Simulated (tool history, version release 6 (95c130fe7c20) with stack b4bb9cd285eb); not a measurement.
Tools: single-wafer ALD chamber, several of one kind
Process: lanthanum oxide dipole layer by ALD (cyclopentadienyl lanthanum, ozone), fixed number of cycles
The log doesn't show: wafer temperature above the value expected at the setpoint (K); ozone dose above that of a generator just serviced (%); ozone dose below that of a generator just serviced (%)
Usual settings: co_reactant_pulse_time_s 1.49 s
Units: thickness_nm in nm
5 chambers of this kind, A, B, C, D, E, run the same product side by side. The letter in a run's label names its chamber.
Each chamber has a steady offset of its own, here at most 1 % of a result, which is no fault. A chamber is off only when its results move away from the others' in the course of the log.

| run | hour | co_reactant_pulse_time_s | hours since the last thermocouple change | hours since the last ozone generator service | read-back reference wafer on the same gauge, thickness_nm | thickness_nm |
|---|---|---|---|---|---|---|
| 1A | 8.2 | 1.49 | 1734.3 | 773.5 | 0.49514 | 0.55014 |
| 2E | 16.2 | 1.49 | 346.5 | 601.1 | 0.49518 | 0.54718 |
| 3B | 22.5 | 1.49 | 392.1 | 244.8 | 0.49519 | 0.54687 |
| 4D | 28.9 | 1.49 | 400.4 | 679.4 | 0.49516 | 0.54621 |
| 5C | 40.5 | 1.49 | 476.1 | 794.0 | 0.49531 | 0.55166 |
| 6B | 46.4 | 1.49 | 416.0 | 268.7 | 0.49547 | 0.54759 |
| 7E | 55.6 | 1.49 | 385.9 | 640.5 | 0.49555 | 0.54726 |
| 8C | 65.2 | 1.49 | 500.8 | 818.7 | 0.49556 | 0.55190 |
| 9D | 70.6 | 1.49 | 442.1 | 721.1 | 0.49552 | 0.54561 |
| 10A | 77.9 | 1.49 | 1804.0 | 843.2 | 0.49554 | 0.55071 |
| 11D | 83.6 | 1.15 | 455.1 | 734.1 | 0.49570 | 0.51726 |
| 12C | 91.9 | 1.15 | 527.5 | 845.4 | 0.49572 | 0.52368 |
| 13B | 101.6 | 1.15 | 471.2 | 323.9 | 0.49607 | 0.52027 |
| 14A | 108.5 | 1.15 | 1834.6 | 873.8 | 0.49588 | 0.52296 |
| 15E | 119.1 | 1.15 | 449.4 | 704.0 | 0.49599 | 0.51962 |
| 16C | 129.1 | 1.49 | 564.7 | 882.6 | 0.49613 | 0.55387 |
| 17A | 134.2 | 1.49 | 1860.3 | 899.5 | 0.49622 | 0.55121 |
| 18B | 141.2 | 1.49 | 510.8 | 363.5 | 0.49622 | 0.54869 |
| 19D | 149.8 | 1.49 | 521.3 | 800.3 | 0.49618 | 0.54673 |
| 20E | 155.5 | 1.85 | 485.8 | 740.4 | 0.49628 | 0.56396 |
| 21C | 161.4 | 1.85 | 597.0 | 914.9 | 0.49636 | 0.56860 |
| 22E | 170.0 | 1.85 | 500.3 | 754.9 | 0.49638 | 0.56486 |
| 23A | 176.7 | 1.85 | 1902.8 | 942.0 | 0.49641 | 0.56710 |
| 24B | 185.4 | 1.85 | 555.0 | 407.7 | 0.49651 | 0.56383 |
| 25D | 196.3 | 1.49 | 567.8 | 846.8 | 0.49677 | 0.54683 |
| 26A | 204.3 | 1.49 | 1930.4 | 969.6 | 0.49687 | 0.55239 |
| 27C | 209.3 | 1.49 | 644.9 | 962.8 | 0.49669 | 0.55354 |
| 28B | 214.9 | 1.49 | 584.5 | 437.2 | 0.49689 | 0.54929 |
| 29D | 225.6 | 1.49 | 597.1 | 876.1 | 0.49718 | 0.54840 |
|  | 228.7 | chamber E: ozone generator serviced |
| 30E | 233.8 | 1.49 | 564.1 | 5.1 | 0.49704 | 0.55003 |
| 31A | 242.2 | 1.49 | 1968.3 | 1007.5 | 0.49705 | 0.55391 |
| 32C | 253.3 | 1.49 | 688.9 | 1006.8 | 0.49720 | 0.55354 |
| 33E | 261.7 | 1.49 | 592.0 | 33.0 | 0.49710 | 0.55052 |
| 34B | 269.6 | 1.49 | 639.2 | 491.9 | 0.49737 | 0.54976 |

Is one chamber off against the others, does the gauge drift, or is nothing wrong? If a chamber is off, say which, and what the likeliest cause is.

The gauge drifts, so all chambers seem to drift together. No chamber is off.
Cause: gauge reads high (%) = 0.487.
